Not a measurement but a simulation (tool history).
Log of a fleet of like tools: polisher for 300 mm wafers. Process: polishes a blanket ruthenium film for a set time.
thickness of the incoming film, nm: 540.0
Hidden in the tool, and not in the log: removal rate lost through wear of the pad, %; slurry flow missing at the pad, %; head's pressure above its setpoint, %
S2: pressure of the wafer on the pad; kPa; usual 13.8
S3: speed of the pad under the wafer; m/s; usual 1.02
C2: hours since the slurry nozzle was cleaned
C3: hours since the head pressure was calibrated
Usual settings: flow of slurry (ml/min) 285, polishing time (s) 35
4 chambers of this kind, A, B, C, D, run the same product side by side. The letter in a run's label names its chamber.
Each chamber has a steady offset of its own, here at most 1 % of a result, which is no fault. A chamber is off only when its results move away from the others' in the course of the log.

{"run": "1C", "hour": 4.1, "flow of slurry (ml/min)": 285, "S2": 13.8, "S3": 1.02, "polishing time (s)": 35, "wafers polished on this pad": 909, "C2": 184.4, "C3": 33.3, "film removed (nm)": 37.767}
{"run": "2B", "hour": 10.9, "flow of slurry (ml/min)": 285, "S2": 13.8, "S3": 1.02, "polishing time (s)": 35, "wafers polished on this pad": 288, "C2": 13.7, "C3": 835, "film removed (nm)": 38.314}
{"run": "3A", "hour": 14.4, "flow of slurry (ml/min)": 285, "S2": 13.8, "S3": 1.02, "polishing time (s)": 35, "wafers polished on this pad": 888, "C2": 506.2, "C3": 495.1, "film removed (nm)": 37.583}
{"run": "4D", "hour": 19.0, "flow of slurry (ml/min)": 285, "S2": 13.8, "S3": 1.02, "polishing time (s)": 35, "wafers polished on this pad": 387, "C2": 116.8, "C3": 203.4, "film removed (nm)": 37.689}
{"run": "5B", "hour": 22.3, "flow of slurry (ml/min)": 285, "S2": 13.8, "S3": 1.02, "polishing time (s)": 35, "wafers polished on this pad": 394, "C2": 25.1, "C3": 846.4, "film removed (nm)": 37.38}
{"run": "6C", "hour": 29.3, "flow of slurry (ml/min)": 285, "S2": 13.8, "S3": 1.02, "polishing time (s)": 35, "wafers polished on this pad": 1143, "C2": 209.6, "C3": 58.5, "film removed (nm)": 37.639}
{"hour": 36.0, "done": "chamber C: worn pad replaced by a new one"}
{"run": "7D", "hour": 36.3, "flow of slurry (ml/min)": 285, "S2": 13.8, "S3": 1.02, "polishing time (s)": 35, "wafers polished on this pad": 547, "C2": 134.1, "C3": 220.7, "film removed (nm)": 37.755}
{"run": "8A", "hour": 42.9, "flow of slurry (ml/min)": 285, "S2": 13.8, "S3": 1.02, "polishing time (s)": 35, "wafers polished on this pad": 1152, "C2": 534.7, "C3": 523.6, "film removed (nm)": 37.513}
{"hour": 43.7, "done": "chamber D: worn pad replaced by a new one"}
{"run": "9A", "hour": 49.8, "flow of slurry (ml/min)": 285, "S2": 13.8, "S3": 1.02, "polishing time (s)": 35, "wafers polished on this pad": 1216, "C2": 541.6, "C3": 530.5, "film removed (nm)": 37.667}
{"run": "10C", "hour": 53.7, "flow of slurry (ml/min)": 285, "S2": 13.8, "S3": 1.02, "polishing time (s)": 35, "wafers polished on this pad": 165, "C2": 234, "C3": 82.9, "film removed (nm)": 38.211}
{"run": "11D", "hour": 58.1, "flow of slurry (ml/min)": 285, "S2": 13.8, "S3": 1.02, "polishing time (s)": 35, "wafers polished on this pad": 134, "C2": 155.9, "C3": 242.5, "film removed (nm)": 37.823}
{"hour": 60.7, "done": "chamber B: worn pad replaced by a new one"}
{"run": "12B", "hour": 61.5, "flow of slurry (ml/min)": 285, "S2": 13.8, "S3": 1.02, "polishing time (s)": 35, "wafers polished on this pad": 7, "C2": 64.3, "C3": 885.6, "film removed (nm)": 37.404}
{"run": "13D", "hour": 67.0, "flow of slurry (ml/min)": 285, "S2": 13.8, "S3": 1.02, "polishing time (s)": 35, "wafers polished on this pad": 216, "C2": 164.8, "C3": 251.4, "film removed (nm)": 37.703}
{"run": "14B", "hour": 71.4, "flow of slurry (ml/min)": 285, "S2": 13.8, "S3": 1.02, "polishing time (s)": 35, "wafers polished on this pad": 99, "C2": 74.2, "C3": 895.5, "film removed (nm)": 37.667}
{"run": "15A", "hour": 78.2, "flow of slurry (ml/min)": 285, "S2": 13.8, "S3": 1.02, "polishing time (s)": 35, "wafers polished on this pad": 1480, "C2": 570, "C3": 558.9, "film removed (nm)": 37.661}
{"run": "16C", "hour": 82.9, "flow of slurry (ml/min)": 285, "S2": 13.8, "S3": 1.02, "polishing time (s)": 35, "wafers polished on this pad": 436, "C2": 263.2, "C3": 112.1, "film removed (nm)": 38.126}
{"run": "17A", "hour": 88.7, "flow of slurry (ml/min)": 285, "S2": 13.8, "S3": 1.28, "polishing time (s)": 44, "wafers polished on this pad": 1578, "C2": 580.5, "C3": 569.4, "film removed (nm)": 58.25}
{"run": "18D", "hour": 94.7, "flow of slurry (ml/min)": 285, "S2": 13.8, "S3": 1.28, "polishing time (s)": 44, "wafers polished on this pad": 474, "C2": 192.5, "C3": 279.1, "film removed (nm)": 58.873}
{"run": "19C", "hour": 99.1, "flow of slurry (ml/min)": 285, "S2": 13.8, "S3": 1.28, "polishing time (s)": 44, "wafers polished on this pad": 586, "C2": 279.4, "C3": 128.3, "film removed (nm)": 59.305}
{"run": "20B", "hour": 106.3, "flow of slurry (ml/min)": 285, "S2": 13.8, "S3": 1.28, "polishing time (s)": 44, "wafers polished on this pad": 423, "C2": 109.1, "C3": 930.4, "film removed (nm)": 59.555}
{"run": "21A", "hour": 112.7, "flow of slurry (ml/min)": 285, "S2": 13.8, "S3": 1.02, "polishing time (s)": 35, "wafers polished on this pad": 1800, "C2": 604.5, "C3": 593.4, "film removed (nm)": 36.529}
{"run": "22C", "hour": 118.3, "flow of slurry (ml/min)": 285, "S2": 13.8, "S3": 1.02, "polishing time (s)": 35, "wafers polished on this pad": 764, "C2": 298.6, "C3": 147.5, "film removed (nm)": 37.701}
{"hour": 119.9, "done": "chamber D: worn pad replaced by a new one"}
{"run": "23B", "hour": 123.6, "flow of slurry (ml/min)": 285, "S2": 13.8, "S3": 1.02, "polishing time (s)": 35, "wafers polished on this pad": 584, "C2": 126.4, "C3": 947.7, "film removed (nm)": 37.389}
{"run": "24D", "hour": 126.9, "flow of slurry (ml/min)": 285, "S2": 13.8, "S3": 1.02, "polishing time (s)": 35, "wafers polished on this pad": 65, "C2": 224.7, "C3": 311.3, "film removed (nm)": 37.489}
{"run": "25A", "hour": 134.1, "flow of slurry (ml/min)": 285, "S2": 13.8, "S3": 1.02, "polishing time (s)": 35, "wafers polished on this pad": 1999, "C2": 625.9, "C3": 614.8, "film removed (nm)": 35.828}
{"run": "26B", "hour": 138.1, "flow of slurry (ml/min)": 285, "S2": 13.8, "S3": 1.02, "polishing time (s)": 35, "wafers polished on this pad": 719, "C2": 140.9, "C3": 962.2, "film removed (nm)": 37.914}
{"run": "27D", "hour": 142.5, "flow of slurry (ml/min)": 285, "S2": 13.8, "S3": 1.02, "polishing time (s)": 35, "wafers polished on this pad": 210, "C2": 240.3, "C3": 326.9, "film removed (nm)": 37.755}
{"hour": 145.8, "done": "chamber B: worn pad replaced by a new one"}
{"run": "28C", "hour": 146.2, "flow of slurry (ml/min)": 285, "S2": 13.8, "S3": 1.02, "polishing time (s)": 35, "wafers polished on this pad": 1024, "C2": 326.5, "C3": 175.4, "film removed (nm)": 37.446}
{"hour": 150.2, "done": "chamber C: worn pad replaced by a new one"}
{"run": "29A", "hour": 151.5, "flow of slurry (ml/min)": 285, "S2": 13.8, "S3": 1.02, "polishing time (s)": 35, "wafers polished on this pad": 2161, "C2": 643.3, "C3": 632.2, "film removed (nm)": 35.577}
{"run": "30B", "hour": 157.2, "flow of slurry (ml/min)": 285, "S2": 13.8, "S3": 1.02, "polishing time (s)": 35, "wafers polished on this pad": 105, "C2": 160, "C3": 981.3, "film removed (nm)": 37.435}
{"run": "31C", "hour": 162.1, "flow of slurry (ml/min)": 285, "S2": 13.8, "S3": 1.02, "polishing time (s)": 35, "wafers polished on this pad": 111, "C2": 342.4, "C3": 191.3, "film removed (nm)": 37.878}
{"run": "32D", "hour": 165.4, "flow of slurry (ml/min)": 285, "S2": 13.8, "S3": 1.02, "polishing time (s)": 35, "wafers polished on this pad": 423, "C2": 263.2, "C3": 349.8, "film removed (nm)": 37.426}
{"run": "33A", "hour": 171.4, "flow of slurry (ml/min)": 320, "S2": 11.7, "S3": 1.02, "polishing time (s)": 35, "wafers polished on this pad": 2346, "C2": 663.2, "C3": 652.1, "film removed (nm)": 30.186}
{"run": "34C", "hour": 178.1, "flow of slurry (ml/min)": 320, "S2": 11.7, "S3": 1.02, "polishing time (s)": 35, "wafers polished on this pad": 259, "C2": 358.4, "C3": 207.3, "film removed (nm)": 32.491}
{"run": "35B", "hour": 183.7, "flow of slurry (ml/min)": 320, "S2": 11.7, "S3": 1.02, "polishing time (s)": 35, "wafers polished on this pad": 352, "C2": 186.5, "C3": 1007.8, "film removed (nm)": 32.4}
{"run": "36D", "hour": 189.0, "flow of slurry (ml/min)": 320, "S2": 11.7, "S3": 1.02, "polishing time (s)": 35, "wafers polished on this pad": 642, "C2": 286.8, "C3": 373.4, "film removed (nm)": 32.277}
{"run": "37D", "hour": 192.6, "flow of slurry (ml/min)": 285, "S2": 13.8, "S3": 1.02, "polishing time (s)": 35, "wafers polished on this pad": 675, "C2": 290.4, "C3": 377, "film removed (nm)": 37.568}
{"run": "38B", "hour": 198.6, "flow of slurry (ml/min)": 285, "S2": 13.8, "S3": 1.02, "polishing time (s)": 35, "wafers polished on this pad": 490, "C2": 201.4, "C3": 1022.7, "film removed (nm)": 37.464}
{"run": "39A", "hour": 202.6, "flow of slurry (ml/min)": 285, "S2": 13.8, "S3": 1.02, "polishing time (s)": 35, "wafers polished on this pad": 2635, "C2": 694.4, "C3": 683.3, "film removed (nm)": 34.025}

Is one chamber off against the others, does the gauge drift, or is nothing wrong? If a chamber is off, say which, and what the likeliest cause is.

Chamber A drifts away from the others.
Cause: removal rate lost through wear of the pad, % = 9.56.
The log may not tell that from: head's pressure below its setpoint, %.

Here are 4 candidates for chamber A's next run, each the usual settings with a change, their results left as question marks. Which one brings its results back in line with what the others give on the usual settings?
In line means no further than this from the other chambers' mean on the usual settings: film removed (nm) 0.98
{"run": "40A-1", "hour": 207.9, "flow of slurry (ml/min)": 285, "S2": 13.1, "S3": 0.96, "polishing time (s)": 33, "film removed (nm)": "?"}
{"run": "40A-2", "hour": 207.9, "flow of slurry (ml/min)": 285, "S2": 15.2, "S3": 1.02, "polishing time (s)": 38, "film removed (nm)": "?"}
{"run": "40A-3", "hour": 207.9, "flow of slurry (ml/min)": 285, "S2": 13.1, "S3": 1, "polishing time (s)": 34, "film removed (nm)": "?"}
{"run": "40A-4", "hour": 207.9, "flow of slurry (ml/min)": 285, "S2": 14.5, "S3": 1.08, "polishing time (s)": 35, "film removed (nm)": "?"}

The other chambers' mean on the usual settings: film removed (nm) 37.564
run=40A-1 film_removed_(nm)=28.438
run=40A-2 film_removed_(nm)=40.223
run=40A-3 film_removed_(nm)=30.532
run=40A-4 film_removed_(nm)=37.487
40A-4 brings the chamber back in line.

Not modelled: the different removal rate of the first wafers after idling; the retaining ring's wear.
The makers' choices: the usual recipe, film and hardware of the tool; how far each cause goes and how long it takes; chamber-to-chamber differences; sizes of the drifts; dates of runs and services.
